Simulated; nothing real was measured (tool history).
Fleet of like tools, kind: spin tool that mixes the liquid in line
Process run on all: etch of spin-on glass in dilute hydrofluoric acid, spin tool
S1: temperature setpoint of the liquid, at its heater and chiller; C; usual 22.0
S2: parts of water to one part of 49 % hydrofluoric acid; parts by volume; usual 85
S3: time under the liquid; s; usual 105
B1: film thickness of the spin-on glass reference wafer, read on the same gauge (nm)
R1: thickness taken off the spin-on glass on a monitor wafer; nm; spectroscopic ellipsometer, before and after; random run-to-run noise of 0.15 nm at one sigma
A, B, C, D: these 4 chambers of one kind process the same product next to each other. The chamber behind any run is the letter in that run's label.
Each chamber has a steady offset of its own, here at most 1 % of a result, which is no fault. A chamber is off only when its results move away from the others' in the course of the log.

run   hour    S1  S2   S3      B1      R1
 1A    4.9  22.0  85  105  29.999  46.631
 2C    9.2  22.0  85  105  29.988  47.021
 3D   14.6  22.0  85  105  30.000  46.667
 4B   19.1  22.0  85  105  29.988  47.217
 5D   25.0  22.0  85   80  30.001  35.714
 6A   30.1  22.0  85   80  29.984  35.422
 7B   34.5  22.0  85   80  30.005  36.104
 8C   39.9  22.0  85   80  29.993  35.917
 9B   46.3  22.0  85   55  29.999  24.762
10D   49.9  22.0  85   55  29.988  24.496
11C   55.2  22.0  85   55  29.996  24.749
12A   60.4  22.0  85   55  29.997  24.495
13B   66.2  22.0  85  105  30.001  47.243
14C   71.4  22.0  85  105  29.995  47.445
15A   76.8  22.0  85  105  29.997  46.814
16D   80.5  22.0  85  105  30.012  46.817
17B   86.8  20.5  75  105  29.989  50.966
18A   93.3  20.5  75  105  29.996  50.399
19D   97.2  20.5  75  105  29.969  50.257
20C  104.3  20.5  75  105  29.989  51.038
21C  110.9  22.0  85  105  30.005  47.199
22A  117.2  22.0  85  105  30.003  46.600
23D  122.9  22.0  85  105  30.007  46.847
24B  128.3  26.0  95  105  29.992  48.694
25B  133.6  26.0  95  105  29.988  48.961
26A  139.3  26.0  95  105  29.982  48.276
27C  145.9  26.0  95  105  30.002  49.219
28D  153.1  22.0  85  105  29.996  46.736
29B  157.9  22.0  85  105  29.997  47.263
30C  162.7  22.0  85  105  30.015  47.272
31D  169.2  22.0  85  105  30.002  46.884
32A  174.0  22.0  85  105  30.006  46.537
33D  177.2  22.0  85  105  30.010  46.575
34A  183.1  22.0  85  105  30.006  46.753
35B  186.7  22.0  85  105  29.989  47.504
36C  190.6  22.0  85  105  29.981  47.467
37C  197.2  22.0  85  105  29.987  47.246
38B  203.9  22.0  85  105  30.000  47.387
39D  211.0  22.0  85  105  30.014  46.927

Which is it: a chamber that has drifted or been left off by a service, a gauge drift common to all chambers, or only each chamber's usual small offset? If a chamber is off, name it and its likeliest cause.

Neither any chamber nor the gauge drifts; the chambers differ only by their own small, steady offsets.
